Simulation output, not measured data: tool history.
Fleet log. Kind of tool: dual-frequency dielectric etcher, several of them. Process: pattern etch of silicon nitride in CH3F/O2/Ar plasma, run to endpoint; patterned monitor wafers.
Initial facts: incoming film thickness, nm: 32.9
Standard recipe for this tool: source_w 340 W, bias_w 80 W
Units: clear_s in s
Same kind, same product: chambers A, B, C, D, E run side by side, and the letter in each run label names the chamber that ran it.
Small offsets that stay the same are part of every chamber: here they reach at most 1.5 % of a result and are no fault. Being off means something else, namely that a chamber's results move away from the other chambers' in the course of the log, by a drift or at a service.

run,hour,source_w,bias_w,clear_s
1C,7.8,340,80,49.472
2A,19.9,340,80,48.528
3E,32.1,340,80,49.368
4B,44.6,340,80,48.194
5D,51.9,340,80,48.499
6A,59.1,340,80,48.648
# hour 74.5: chamber B: source power generator calibrated
7B,74.5,340,80,48.969
# hour 82.2: chamber E: wet clean of the chamber
8E,85.5,340,80,48.708
9C,97.6,340,80,49.274
10D,109.8,400,91,43.338
# hour 115.6: chamber C: bias power generator calibrated
11E,124.8,400,91,43.615
12D,140.4,400,91,43.27
# hour 149.5: chamber E: bias power generator calibrated
13C,153.3,400,91,44.379
14A,166.6,400,91,43.472
15B,179.9,400,80,45.562
16A,188.7,400,80,45.833
17E,202.4,400,80,45.581
18C,213.9,400,80,46.652
19D,223.7,400,80,45.482
# hour 224.1: chamber B: wet clean of the chamber
20B,234.2,340,80,48.688
21E,242.4,340,99,45.34
22A,255.1,340,99,45.013
# hour 267.6: chamber D: wet clean of the chamber
23B,270.7,340,99,45.124
24C,284.7,340,99,45.654
25D,295.1,340,99,45.157
26C,308.1,410,80,46.134
27E,322.2,410,80,45.246
28A,334.8,410,80,45.579
29B,341.6,410,80,45.601
30D,354.8,410,80,45.194
31C,364.1,340,63,54.024
32E,377.5,340,63,52.977
33B,391,340,63,52.352
# hour 395.2: chamber D: source power generator calibrated
34A,402.7,340,63,53.011
35D,418.5,340,63,52.809

Predict what each chamber gives when all 5 of them run the settings below next.
36A,429.8,340,80,?
36B,429.8,340,80,?
36C,429.8,340,80,?
36D,429.8,340,80,?
36E,429.8,340,80,?

run,clear_s
36A,48.414
36B,49.043
36C,49.093
36D,48.14
36E,48.676
